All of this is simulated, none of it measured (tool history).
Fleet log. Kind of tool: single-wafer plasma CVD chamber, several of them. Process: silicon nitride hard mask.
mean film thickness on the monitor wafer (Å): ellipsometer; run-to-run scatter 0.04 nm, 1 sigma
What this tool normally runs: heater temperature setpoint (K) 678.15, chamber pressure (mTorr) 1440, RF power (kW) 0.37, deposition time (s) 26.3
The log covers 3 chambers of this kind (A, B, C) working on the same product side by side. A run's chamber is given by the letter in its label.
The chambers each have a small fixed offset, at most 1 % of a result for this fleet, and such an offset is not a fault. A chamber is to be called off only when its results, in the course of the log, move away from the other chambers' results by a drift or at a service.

run	hour	heater temperature setpoint (K)	chamber pressure (mTorr)	RF power (kW)	deposition time (s)	hours since the last thermocouple change	hours since the last RF generator calibration	hours since the last manometer calibration	read-back reference wafer on the same gauge, thickness_nm	mean film thickness on the monitor wafer (Å)
1B	7.8	678.15	1440	0.37	26.3	886.2	2115.3	2211.3	26.793	334.05
2C	15.5	678.15	1440	0.37	26.3	131	447	686.5	26.799	333.73
3A	23.7	678.15	1440	0.37	26.3	973.3	750.6	1902.1	26.786	337.58
4A	31	678.15	1440	0.37	26.3	980.6	757.9	1909.4	26.794	337.65
5C	35.7	678.15	1440	0.37	26.3	151.2	467.2	706.7	26.784	333.34
6B	44.6	678.15	1440	0.37	26.3	923	2152.1	2248.1	26.78	334.54
7A	50.4	678.15	1440	0.37	26.3	1000	777.3	1928.8	26.781	337.39
8B	57.6	678.15	1440	0.37	26.3	936	2165.1	2261.1	26.773	335.11
9C	64.6	673.15	1650	0.37	26.3	180.1	496.1	735.6	26.771	346.95
10C	69.6	673.15	1650	0.37	26.3	185.1	501.1	740.6	26.773	346.9
11A	79	673.15	1650	0.37	26.3	1028.6	805.9	1957.4	26.764	351.27
12B	83.8	678.15	1440	0.37	26.3	962.2	2191.3	2287.3	26.762	334.91
13A	89.6	678.15	1440	0.37	26.3	1039.2	816.5	1968	26.767	337.34
14C	95.8	678.15	1440	0.37	26.3	211.3	527.3	766.8	26.755	333.31
15B	105	684.15	1440	0.37	26.3	983.4	2212.5	2308.5	26.757	333.11
16C	113.4	684.15	1440	0.37	26.3	228.9	544.9	784.4	26.748	332.66
17B	119.8	684.15	1440	0.37	26.3	998.2	2227.3	2323.3	26.751	333.53
18A	128	678.15	1440	0.37	26.3	1077.6	854.9	2006.4	26.739	337.33
19B	133.3	667.15	1440	0.315	26.3	1011.7	2240.8	2336.8	26.738	303.78
20A	140.4	667.15	1440	0.315	26.3	1090	867.3	2018.8	26.743	305.66
21C	148.9	667.15	1440	0.315	26.3	264.4	580.4	819.9	26.737	301.84
22C	157.8	678.15	1440	0.37	26.3	273.3	589.3	828.8	26.731	332.8
23B	163	678.15	1440	0.37	26.3	1041.4	2270.5	2366.5	26.741	333.4
24A	172.3	691.15	1440	0.395	26.3	1121.9	899.2	2050.7	26.726	349.06
25A	181.8	691.15	1440	0.395	26.3	1131.4	908.7	2060.2	26.722	349.07
26B	186.8	691.15	1440	0.395	26.3	1065.2	2294.3	2390.3	26.719	345.03
27C	195.3	678.15	1440	0.37	26.3	310.8	626.8	866.3	26.724	333.06
28B	202.3	690.15	1740	0.37	26.3	1080.7	2309.8	2405.8	26.718	350.01
29C	210.9	690.15	1740	0.37	26.3	326.4	642.4	881.9	26.71	349.13
30A	220.2	690.15	1740	0.37	26.3	1169.8	947.1	2098.6	26.708	353.54
31A	226.6	678.15	1440	0.37	26.3	1176.2	953.5	2105	26.702	336.91
32B	234.4	678.15	1440	0.37	26.3	1112.8	2341.9	2437.9	26.704	334.07
33C	240.7	678.15	1730	0.37	26.3	356.2	672.2	911.7	26.699	350.86
34C	247	678.15	1730	0.37	26.3	362.5	678.5	918	26.692	350.96
35A	254.2	678.15	1730	0.37	26.3	1203.8	981.1	2132.6	26.696	354.47
36B	262.6	678.15	1440	0.37	26.3	1141	2370.1	2466.1	26.689	333.87
37C	268.4	678.15	1440	0.37	26.3	383.9	699.9	939.4	26.677	331.79
38A	277.3	678.15	1440	0.37	26.3	1226.9	1004.2	2155.7	26.682	336.62
39B	285.6	678.15	1440	0.37	26.3	1164	2393.1	2489.1	26.678	333.22
40C	294.8	678.15	1440	0.37	26.3	410.3	726.3	965.8	26.674	331.33
41A	299.5	678.15	1440	0.37	26.3	1249.1	1026.4	2177.9	26.665	335.77

All chambers now run identical settings, listed one chamber a line with results as question marks. What results will each chamber show?
42A	306.4	678.15	1440	0.37	26.3					?
42B	306.4	678.15	1440	0.37	26.3					?
42C	306.4	678.15	1440	0.37	26.3					?

run	mean film thickness on the monitor wafer (Å)
42A	335.94
42B	334.33
42C	332.18
